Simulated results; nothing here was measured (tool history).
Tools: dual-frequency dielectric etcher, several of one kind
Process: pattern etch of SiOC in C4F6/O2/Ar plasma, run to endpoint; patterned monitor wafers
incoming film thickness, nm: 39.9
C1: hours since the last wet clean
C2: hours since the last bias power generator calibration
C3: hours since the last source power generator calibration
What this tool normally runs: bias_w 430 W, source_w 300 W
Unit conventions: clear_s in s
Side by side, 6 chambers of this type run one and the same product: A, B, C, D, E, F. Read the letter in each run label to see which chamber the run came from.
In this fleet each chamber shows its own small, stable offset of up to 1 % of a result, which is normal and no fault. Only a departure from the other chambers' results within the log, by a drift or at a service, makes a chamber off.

{"run": "1F", "hour": 10.4, "bias_w": 430, "source_w": 300, "C1": 295.6, "C2": 279.8, "C3": 305.7, "clear_s": 15.772}
{"run": "2E", "hour": 19.7, "bias_w": 430, "source_w": 300, "C1": 43.4, "C2": 867.9, "C3": 2506.1, "clear_s": 15.761}
{"run": "3D", "hour": 31.1, "bias_w": 430, "source_w": 300, "C1": 321.6, "C2": 2093.2, "C3": 398.3, "clear_s": 15.794}
{"run": "4A", "hour": 37.2, "bias_w": 430, "source_w": 300, "C1": 134.3, "C2": 1794.0, "C3": 3475.1, "clear_s": 15.671}
{"run": "5C", "hour": 43.2, "bias_w": 430, "source_w": 300, "C1": 345.6, "C2": 3233.3, "C3": 2046.3, "clear_s": 15.721}
{"run": "6B", "hour": 48.2, "bias_w": 430, "source_w": 300, "C1": 379.5, "C2": 49.1, "C3": 1069.2, "clear_s": 15.81}
{"run": "7A", "hour": 57.2, "bias_w": 430, "source_w": 300, "C1": 154.3, "C2": 1814.0, "C3": 3495.1, "clear_s": 15.664}
{"run": "8B", "hour": 66.4, "bias_w": 430, "source_w": 300, "C1": 397.7, "C2": 67.3, "C3": 1087.4, "clear_s": 15.914}
{"run": "9D", "hour": 76.9, "bias_w": 367, "source_w": 360, "C1": 367.4, "C2": 2139.0, "C3": 444.1, "clear_s": 15.617}
{"run": "10F", "hour": 82.7, "bias_w": 367, "source_w": 360, "C1": 367.9, "C2": 352.1, "C3": 378.0, "clear_s": 15.707}
{"hour": 83.6, "done": "chamber B: wet clean of the chamber"}
{"run": "11C", "hour": 93.3, "bias_w": 367, "source_w": 360, "C1": 395.7, "C2": 3283.4, "C3": 2096.4, "clear_s": 15.663}
{"run": "12E", "hour": 104.2, "bias_w": 367, "source_w": 360, "C1": 127.9, "C2": 952.4, "C3": 2590.6, "clear_s": 15.569}
{"run": "13D", "hour": 112.2, "bias_w": 367, "source_w": 360, "C1": 402.7, "C2": 2174.3, "C3": 479.4, "clear_s": 15.514}
{"run": "14E", "hour": 122.4, "bias_w": 367, "source_w": 360, "C1": 146.1, "C2": 970.6, "C3": 2608.8, "clear_s": 15.598}
{"run": "15C", "hour": 130.1, "bias_w": 430, "source_w": 300, "C1": 432.5, "C2": 3320.2, "C3": 2133.2, "clear_s": 15.879}
{"hour": 137.7, "done": "chamber F: wet clean of the chamber"}
{"run": "16A", "hour": 138.9, "bias_w": 430, "source_w": 300, "C1": 236.0, "C2": 1895.7, "C3": 3576.8, "clear_s": 15.689}
{"run": "17F", "hour": 148.0, "bias_w": 430, "source_w": 360, "C1": 10.3, "C2": 417.4, "C3": 443.3, "clear_s": 15.441}
{"run": "18B", "hour": 153.8, "bias_w": 430, "source_w": 360, "C1": 70.2, "C2": 154.7, "C3": 1174.8, "clear_s": 14.889}
{"run": "19E", "hour": 164.2, "bias_w": 430, "source_w": 360, "C1": 187.9, "C2": 1012.4, "C3": 2650.6, "clear_s": 14.621}
{"run": "20A", "hour": 171.5, "bias_w": 430, "source_w": 360, "C1": 268.6, "C2": 1928.3, "C3": 3609.4, "clear_s": 14.65}
{"hour": 172.1, "done": "chamber C: wet clean of the chamber"}
{"hour": 173.1, "done": "chamber D: wet clean of the chamber"}
{"run": "21D", "hour": 180.2, "bias_w": 430, "source_w": 360, "C1": 7.1, "C2": 2242.3, "C3": 547.4, "clear_s": 14.68}
{"run": "22B", "hour": 187.8, "bias_w": 430, "source_w": 360, "C1": 104.2, "C2": 188.7, "C3": 1208.8, "clear_s": 14.881}
{"run": "23F", "hour": 194.9, "bias_w": 430, "source_w": 300, "C1": 57.2, "C2": 464.3, "C3": 490.2, "clear_s": 16.401}
{"run": "24C", "hour": 202.9, "bias_w": 430, "source_w": 300, "C1": 30.8, "C2": 3393.0, "C3": 2206.0, "clear_s": 15.749}
{"run": "25D", "hour": 211.7, "bias_w": 430, "source_w": 300, "C1": 38.6, "C2": 2273.8, "C3": 578.9, "clear_s": 15.836}
{"run": "26F", "hour": 217.2, "bias_w": 430, "source_w": 300, "C1": 79.5, "C2": 486.6, "C3": 512.5, "clear_s": 16.499}
{"run": "27A", "hour": 225.9, "bias_w": 430, "source_w": 300, "C1": 323.0, "C2": 1982.7, "C3": 3663.8, "clear_s": 15.676}
{"run": "28B", "hour": 236.8, "bias_w": 430, "source_w": 300, "C1": 153.2, "C2": 237.7, "C3": 1257.8, "clear_s": 15.921}
{"run": "29E", "hour": 245.9, "bias_w": 430, "source_w": 300, "C1": 269.6, "C2": 1094.1, "C3": 2732.3, "clear_s": 15.706}
{"run": "30C", "hour": 254.3, "bias_w": 430, "source_w": 300, "C1": 82.2, "C2": 3444.4, "C3": 2257.4, "clear_s": 15.809}
{"run": "31E", "hour": 265.2, "bias_w": 430, "source_w": 300, "C1": 288.9, "C2": 1113.4, "C3": 2751.6, "clear_s": 15.694}
{"run": "32D", "hour": 270.4, "bias_w": 430, "source_w": 300, "C1": 97.3, "C2": 2332.5, "C3": 637.6, "clear_s": 15.824}
{"run": "33C", "hour": 279.2, "bias_w": 430, "source_w": 300, "C1": 107.1, "C2": 3469.3, "C3": 2282.3, "clear_s": 15.765}
{"run": "34A", "hour": 287.0, "bias_w": 430, "source_w": 300, "C1": 384.1, "C2": 2043.8, "C3": 3724.9, "clear_s": 15.653}
{"run": "35B", "hour": 297.5, "bias_w": 430, "source_w": 300, "C1": 213.9, "C2": 298.4, "C3": 1318.5, "clear_s": 15.915}
{"run": "36F", "hour": 305.0, "bias_w": 430, "source_w": 300, "C1": 167.3, "C2": 574.4, "C3": 600.3, "clear_s": 16.5}
{"run": "37A", "hour": 311.5, "bias_w": 430, "source_w": 300, "C1": 408.6, "C2": 2068.3, "C3": 3749.4, "clear_s": 15.635}
{"run": "38F", "hour": 321.9, "bias_w": 430, "source_w": 300, "C1": 184.2, "C2": 591.3, "C3": 617.2, "clear_s": 16.437}

What goes on in this fleet: one chamber off, a drifting gauge, or nothing beyond the chambers' own small offsets? Name the chamber and the cause, if any.

A service left chamber F off against the others.
Likeliest cause: etch rate under this chamber's usual, % = 4.1.

Which of the 4 candidates below, each the usual settings with something changed and its results left as question marks, puts chamber F back in line with what the other chambers give on the usual settings?
To be in line, a result may differ from the other chambers' mean on the usual settings by at most: clear_s 0.170 s
{"run": "39F-1", "hour": 330.0, "bias_w": 406, "source_w": 280, "clear_s": "?"}
{"run": "39F-2", "hour": 330.0, "bias_w": 430, "source_w": 380, "clear_s": "?"}
{"run": "39F-3", "hour": 330.0, "bias_w": 430, "source_w": 340, "clear_s": "?"}
{"run": "39F-4", "hour": 330.0, "bias_w": 341, "source_w": 300, "clear_s": "?"}

Average result of the remaining chambers running the usual settings: clear_s 15.761 s
run=39F-1 clear_s=17.278
run=39F-2 clear_s=15.108
run=39F-3 clear_s=15.743
run=39F-4 clear_s=17.945
39F-3 is the one that brings the chamber's results back in line with the other chambers.
